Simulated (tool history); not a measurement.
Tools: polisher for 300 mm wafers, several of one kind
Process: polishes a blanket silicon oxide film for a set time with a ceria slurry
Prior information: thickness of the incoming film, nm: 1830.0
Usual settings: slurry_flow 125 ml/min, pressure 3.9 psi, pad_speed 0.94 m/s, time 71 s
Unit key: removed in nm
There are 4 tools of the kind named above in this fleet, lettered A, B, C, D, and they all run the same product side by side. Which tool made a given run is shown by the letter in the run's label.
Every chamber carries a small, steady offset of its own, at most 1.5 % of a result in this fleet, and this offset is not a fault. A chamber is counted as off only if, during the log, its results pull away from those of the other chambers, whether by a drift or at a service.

-- hour=2.1 chamber C: slurry nozzle cleaned
run 1A hour=13.3 | slurry_flow=125 pressure=3.9 pad_speed=0.94 time=71 | removed=367.99
-- hour=24.3 chamber B: worn pad replaced by a new one
run 2C hour=25.9 | slurry_flow=125 pressure=3.9 pad_speed=0.94 time=71 | removed=368.88
run 3B hour=32.2 | slurry_flow=125 pressure=3.9 pad_speed=0.94 time=71 | removed=367.73
-- hour=35.7 chamber A: slurry nozzle cleaned
-- hour=37.6 chamber A: head pressure recalibrated
-- hour=38.1 chamber D: worn pad replaced by a new one
-- hour=40.9 chamber A: worn pad replaced by a new one
run 4D hour=43.2 | slurry_flow=125 pressure=3.9 pad_speed=0.94 time=71 | removed=371.49
-- hour=50.2 chamber C: worn pad replaced by a new one
run 5C hour=54.3 | slurry_flow=125 pressure=5.2 pad_speed=0.94 time=71 | removed=494.56
run 6D hour=63.9 | slurry_flow=125 pressure=5.2 pad_speed=0.94 time=71 | removed=491.55
run 7A hour=71.6 | slurry_flow=125 pressure=5.2 pad_speed=0.94 time=71 | removed=495.46
run 8B hour=81.7 | slurry_flow=125 pressure=5.2 pad_speed=0.94 time=71 | removed=488.04
-- hour=85.6 chamber B: head pressure recalibrated
run 9A hour=91.3 | slurry_flow=125 pressure=3.9 pad_speed=0.94 time=71 | removed=368.79
-- hour=95.5 chamber A: worn pad replaced by a new one
run 10B hour=104.0 | slurry_flow=125 pressure=3.9 pad_speed=0.94 time=71 | removed=371.44
-- hour=110.5 chamber B: worn pad replaced by a new one
-- hour=111.4 chamber D: worn pad replaced by a new one
run 11C hour=115.0 | slurry_flow=125 pressure=3.9 pad_speed=0.94 time=71 | removed=371.96
-- hour=117.1 chamber C: worn pad replaced by a new one
run 12D hour=124.6 | slurry_flow=125 pressure=3.9 pad_speed=0.94 time=71 | removed=363.11
run 13A hour=133.5 | slurry_flow=100 pressure=3.9 pad_speed=0.94 time=89 | removed=430.96
run 14D hour=139.5 | slurry_flow=100 pressure=3.9 pad_speed=0.94 time=89 | removed=433.21
-- hour=141.6 chamber A: worn pad replaced by a new one
run 15B hour=149.9 | slurry_flow=100 pressure=3.9 pad_speed=0.94 time=89 | removed=430.18
run 16C hour=157.3 | slurry_flow=100 pressure=3.9 pad_speed=0.94 time=89 | removed=445.11
run 17D hour=170.6 | slurry_flow=125 pressure=3.9 pad_speed=0.94 time=71 | removed=363.83
-- hour=174.3 chamber D: head pressure recalibrated
run 18A hour=179.1 | slurry_flow=125 pressure=3.9 pad_speed=0.94 time=71 | removed=370.14
-- hour=181.3 chamber D: worn pad replaced by a new one
-- hour=184.2 chamber C: worn pad replaced by a new one
run 19B hour=189.0 | slurry_flow=125 pressure=3.9 pad_speed=0.94 time=71 | removed=369.01
-- hour=198.9 chamber A: worn pad replaced by a new one
run 20C hour=199.2 | slurry_flow=125 pressure=3.9 pad_speed=0.94 time=71 | removed=373.03
run 21D hour=205.3 | slurry_flow=125 pressure=3.9 pad_speed=0.94 time=71 | removed=361.34
-- hour=206.3 chamber B: worn pad replaced by a new one
run 22C hour=211.9 | slurry_flow=125 pressure=2.8 pad_speed=1.24 time=71 | removed=348.22
run 23A hour=225.2 | slurry_flow=125 pressure=2.8 pad_speed=1.24 time=71 | removed=352.94
run 24B hour=237.0 | slurry_flow=125 pressure=2.8 pad_speed=1.24 time=71 | removed=364.54
-- hour=244.7 chamber A: worn pad replaced by a new one
run 25A hour=250.6 | slurry_flow=125 pressure=2.8 pad_speed=1.24 time=71 | removed=358.48

For the next run the whole fleet of 4 chambers uses the same settings. Give each chamber's results:
run 26A hour=260.6 | slurry_flow=125 pressure=3.9 pad_speed=1.10 time=71 | removed=?
run 26B hour=260.6 | slurry_flow=125 pressure=3.9 pad_speed=1.10 time=71 | removed=?
run 26C hour=260.6 | slurry_flow=125 pressure=3.9 pad_speed=1.10 time=71 | removed=?
run 26D hour=260.6 | slurry_flow=125 pressure=3.9 pad_speed=1.10 time=71 | removed=?

run=26A removed=437.11
run=26B removed=419.63
run=26C removed=428.35
run=26D removed=420.08

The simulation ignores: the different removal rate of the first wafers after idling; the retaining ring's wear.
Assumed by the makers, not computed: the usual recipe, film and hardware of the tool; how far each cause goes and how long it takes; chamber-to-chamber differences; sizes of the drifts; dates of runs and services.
